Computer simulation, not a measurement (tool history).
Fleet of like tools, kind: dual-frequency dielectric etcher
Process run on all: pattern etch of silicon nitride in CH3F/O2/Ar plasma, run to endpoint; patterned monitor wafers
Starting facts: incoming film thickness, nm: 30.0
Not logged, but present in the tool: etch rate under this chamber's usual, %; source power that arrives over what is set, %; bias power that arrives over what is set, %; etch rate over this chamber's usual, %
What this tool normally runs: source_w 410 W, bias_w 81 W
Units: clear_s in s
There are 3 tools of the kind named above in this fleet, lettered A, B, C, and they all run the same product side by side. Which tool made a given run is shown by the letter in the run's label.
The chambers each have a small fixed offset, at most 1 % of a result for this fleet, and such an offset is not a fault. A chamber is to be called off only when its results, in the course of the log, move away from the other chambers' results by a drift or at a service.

run,hour,source_w,bias_w,hours since the last wet clean,hours since the last source power generator calibration,hours since the last bias power generator calibration,clear_s
1C,8.3,410,81,259.8,2545.3,2562,41.52
2B,18.9,410,81,268.4,727.6,1230.7,41.839
3A,28.7,410,81,209.2,1656.1,1499,41.202
4B,41.5,410,81,291,750.2,1253.3,41.213
5A,49.2,360,81,229.7,1676.6,1519.5,44.147
# hour 56.1: chamber C: source power generator calibrated
6C,63.2,360,81,314.7,7.1,2616.9,43.485
7A,76.2,360,81,256.7,1703.6,1546.5,44.177
8C,87,410,81,338.5,30.9,2640.7,40.782
9B,97.2,410,96,346.7,805.9,1309,38.658
10C,104.6,410,96,356.1,48.5,2658.3,38.356
11A,112.7,410,96,293.2,1740.1,1583,39.181
12B,124.7,410,81,374.2,833.4,1336.5,40.968
13B,138.6,410,81,388.1,847.3,1350.4,41.33
14A,147.2,410,81,327.7,1774.6,1617.5,41.946
15C,160.6,410,81,412.1,104.5,2714.3,40.964
16B,170.9,410,81,420.4,879.6,1382.7,40.837
17A,181.5,410,81,362,1808.9,1651.8,41.329
18C,187.9,410,81,439.4,131.8,2741.6,41.286
19A,196.9,410,81,377.4,1824.3,1667.2,41.475
20B,204.3,410,81,453.8,913,1416.1,41.208
21C,215.1,410,81,466.6,159,2768.8,41.058
22B,228.3,410,81,477.8,937,1440.1,41.183
23C,235.3,410,81,486.8,179.2,2789,41.419
# hour 237.4: chamber C: wet clean of the chamber
# hour 237.7: chamber B: wet clean of the chamber
24A,246.1,410,81,426.6,1873.5,1716.4,41.67
25B,257.9,410,81,20.2,966.6,1469.7,40.855
26C,268.2,410,81,30.9,212.1,2821.9,40.798
27A,280.5,490,73,461,1907.9,1750.8,40.287
28A,290.4,490,73,470.9,1917.8,1760.7,40.583
29C,296.5,490,73,59.2,240.4,2850.2,39.899
30B,302.6,410,81,64.9,1011.3,1514.4,41.462

For the next run the whole fleet of 3 chambers uses the same settings. Give each chamber's results:
31A,312.8,410,81,,,,?
31B,312.8,410,81,,,,?
31C,312.8,410,81,,,,?

run,clear_s
31A,41.332
31B,41.246
31C,41.321

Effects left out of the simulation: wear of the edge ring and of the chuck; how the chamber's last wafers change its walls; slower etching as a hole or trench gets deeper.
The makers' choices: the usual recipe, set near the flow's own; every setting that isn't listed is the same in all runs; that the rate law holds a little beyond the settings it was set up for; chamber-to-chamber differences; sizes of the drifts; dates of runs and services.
